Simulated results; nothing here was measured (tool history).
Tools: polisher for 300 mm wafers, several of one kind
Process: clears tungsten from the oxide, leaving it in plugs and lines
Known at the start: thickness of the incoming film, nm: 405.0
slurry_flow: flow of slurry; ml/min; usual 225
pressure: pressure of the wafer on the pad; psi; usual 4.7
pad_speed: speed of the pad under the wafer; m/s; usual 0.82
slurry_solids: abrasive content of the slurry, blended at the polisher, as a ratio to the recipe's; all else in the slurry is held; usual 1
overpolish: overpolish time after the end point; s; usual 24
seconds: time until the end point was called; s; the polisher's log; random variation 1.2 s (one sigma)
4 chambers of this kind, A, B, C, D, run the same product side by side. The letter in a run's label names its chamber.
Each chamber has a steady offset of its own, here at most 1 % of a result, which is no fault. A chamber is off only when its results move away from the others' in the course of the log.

{"run": "1B", "hour": 2.9, "slurry_flow": 225, "pressure": 4.7, "pad_speed": 0.82, "slurry_solids": 1, "overpolish": 24, "seconds": 100.07}
{"hour": 3.1, "done": "chamber C: slurry tank refilled with fresh slurry and peroxide"}
{"run": "2A", "hour": 5.4, "slurry_flow": 225, "pressure": 4.7, "pad_speed": 0.82, "slurry_solids": 1, "overpolish": 24, "seconds": 97.994}
{"hour": 7.7, "done": "chamber A: worn pad replaced by a new one"}
{"run": "3D", "hour": 8.2, "slurry_flow": 225, "pressure": 4.7, "pad_speed": 0.82, "slurry_solids": 1, "overpolish": 24, "seconds": 97.339}
{"run": "4C", "hour": 10.9, "slurry_flow": 225, "pressure": 4.7, "pad_speed": 0.82, "slurry_solids": 1, "overpolish": 24, "seconds": 100.11}
{"hour": 13.3, "done": "chamber D: worn pad replaced by a new one"}
{"run": "5D", "hour": 15.6, "slurry_flow": 155, "pressure": 4.7, "pad_speed": 0.92, "slurry_solids": 1, "overpolish": 24, "seconds": 92.957}
{"run": "6C", "hour": 20.2, "slurry_flow": 155, "pressure": 4.7, "pad_speed": 0.92, "slurry_solids": 1, "overpolish": 24, "seconds": 94.175}
{"run": "7A", "hour": 23.6, "slurry_flow": 155, "pressure": 4.7, "pad_speed": 0.92, "slurry_solids": 1, "overpolish": 24, "seconds": 92.254}
{"run": "8B", "hour": 26.5, "slurry_flow": 155, "pressure": 4.7, "pad_speed": 0.92, "slurry_solids": 1, "overpolish": 24, "seconds": 92.818}
{"run": "9C", "hour": 29.0, "slurry_flow": 225, "pressure": 4.7, "pad_speed": 0.82, "slurry_solids": 1, "overpolish": 24, "seconds": 100.49}
{"run": "10A", "hour": 31.5, "slurry_flow": 225, "pressure": 4.7, "pad_speed": 0.82, "slurry_solids": 1, "overpolish": 24, "seconds": 98.139}
{"run": "11D", "hour": 36.0, "slurry_flow": 225, "pressure": 4.7, "pad_speed": 0.82, "slurry_solids": 1, "overpolish": 24, "seconds": 100.05}
{"run": "12B", "hour": 38.5, "slurry_flow": 225, "pressure": 4.7, "pad_speed": 0.82, "slurry_solids": 1, "overpolish": 24, "seconds": 98.043}
{"run": "13D", "hour": 42.3, "slurry_flow": 225, "pressure": 4, "pad_speed": 0.82, "slurry_solids": 1, "overpolish": 35, "seconds": 117.2}
{"run": "14A", "hour": 44.7, "slurry_flow": 225, "pressure": 4, "pad_speed": 0.82, "slurry_solids": 1, "overpolish": 35, "seconds": 115.89}
{"hour": 48.3, "done": "chamber C: slurry nozzle cleaned"}
{"run": "15B", "hour": 48.6, "slurry_flow": 225, "pressure": 4, "pad_speed": 0.82, "slurry_solids": 1, "overpolish": 35, "seconds": 116.24}
{"run": "16C", "hour": 52.1, "slurry_flow": 225, "pressure": 4, "pad_speed": 0.82, "slurry_solids": 1, "overpolish": 35, "seconds": 116.91}
{"run": "17D", "hour": 54.3, "slurry_flow": 225, "pressure": 4.7, "pad_speed": 0.82, "slurry_solids": 1, "overpolish": 24, "seconds": 101.04}
{"run": "18A", "hour": 56.4, "slurry_flow": 225, "pressure": 4.7, "pad_speed": 0.82, "slurry_solids": 1, "overpolish": 37, "seconds": 100.7}
{"run": "19C", "hour": 61.1, "slurry_flow": 225, "pressure": 4.7, "pad_speed": 0.82, "slurry_solids": 1, "overpolish": 37, "seconds": 99.653}
{"hour": 63.8, "done": "chamber B: worn pad replaced by a new one"}
{"run": "20B", "hour": 64.3, "slurry_flow": 225, "pressure": 4.7, "pad_speed": 0.82, "slurry_solids": 1, "overpolish": 37, "seconds": 97.279}
{"run": "21D", "hour": 67.8, "slurry_flow": 225, "pressure": 4.7, "pad_speed": 0.82, "slurry_solids": 1, "overpolish": 37, "seconds": 106.32}
{"hour": 68.2, "done": "chamber B: slurry blender recalibrated"}
{"run": "22B", "hour": 70.4, "slurry_flow": 225, "pressure": 4.7, "pad_speed": 0.82, "slurry_solids": 1, "overpolish": 24, "seconds": 98.671}
{"run": "23C", "hour": 74.2, "slurry_flow": 225, "pressure": 4.7, "pad_speed": 0.82, "slurry_solids": 1, "overpolish": 24, "seconds": 99.444}
{"run": "24A", "hour": 77.8, "slurry_flow": 225, "pressure": 4.7, "pad_speed": 0.82, "slurry_solids": 1, "overpolish": 24, "seconds": 96.861}
{"hour": 77.9, "done": "chamber C: slurry tank refilled with fresh slurry and peroxide"}
{"run": "25A", "hour": 81.3, "slurry_flow": 225, "pressure": 4.7, "pad_speed": 0.82, "slurry_solids": 1, "overpolish": 24, "seconds": 98.97}
{"run": "26B", "hour": 85.9, "slurry_flow": 225, "pressure": 5.4, "pad_speed": 1.06, "slurry_solids": 1, "overpolish": 24, "seconds": 68.049}
{"run": "27D", "hour": 89.4, "slurry_flow": 225, "pressure": 5.4, "pad_speed": 1.06, "slurry_solids": 1, "overpolish": 24, "seconds": 70.218}
{"hour": 90.5, "done": "chamber A: slurry tank refilled with fresh slurry and peroxide"}
{"run": "28C", "hour": 93.0, "slurry_flow": 225, "pressure": 5.4, "pad_speed": 1.06, "slurry_solids": 1, "overpolish": 24, "seconds": 66.274}
{"run": "29B", "hour": 96.7, "slurry_flow": 225, "pressure": 5.4, "pad_speed": 1.06, "slurry_solids": 1, "overpolish": 24, "seconds": 66.621}
{"run": "30C", "hour": 99.2, "slurry_flow": 225, "pressure": 4.7, "pad_speed": 0.82, "slurry_solids": 1, "overpolish": 24, "seconds": 101.88}
{"run": "31A", "hour": 102.1, "slurry_flow": 225, "pressure": 4.7, "pad_speed": 0.82, "slurry_solids": 1, "overpolish": 24, "seconds": 100.28}
{"run": "32D", "hour": 104.3, "slurry_flow": 225, "pressure": 4.7, "pad_speed": 0.82, "slurry_solids": 1, "overpolish": 24, "seconds": 108.93}

Next, every chamber runs the same settings. What will each give?
{"run": "33A", "hour": 107.8, "slurry_flow": 225, "pressure": 4.7, "pad_speed": 0.82, "slurry_solids": 1, "overpolish": 24, "seconds": "?"}
{"run": "33B", "hour": 107.8, "slurry_flow": 225, "pressure": 4.7, "pad_speed": 0.82, "slurry_solids": 1, "overpolish": 24, "seconds": "?"}
{"run": "33C", "hour": 107.8, "slurry_flow": 225, "pressure": 4.7, "pad_speed": 0.82, "slurry_solids": 1, "overpolish": 24, "seconds": "?"}
{"run": "33D", "hour": 107.8, "slurry_flow": 225, "pressure": 4.7, "pad_speed": 0.82, "slurry_solids": 1, "overpolish": 24, "seconds": "?"}

run=33A seconds=97.514
run=33B seconds=97.879
run=33C seconds=102.12
run=33D seconds=108.88
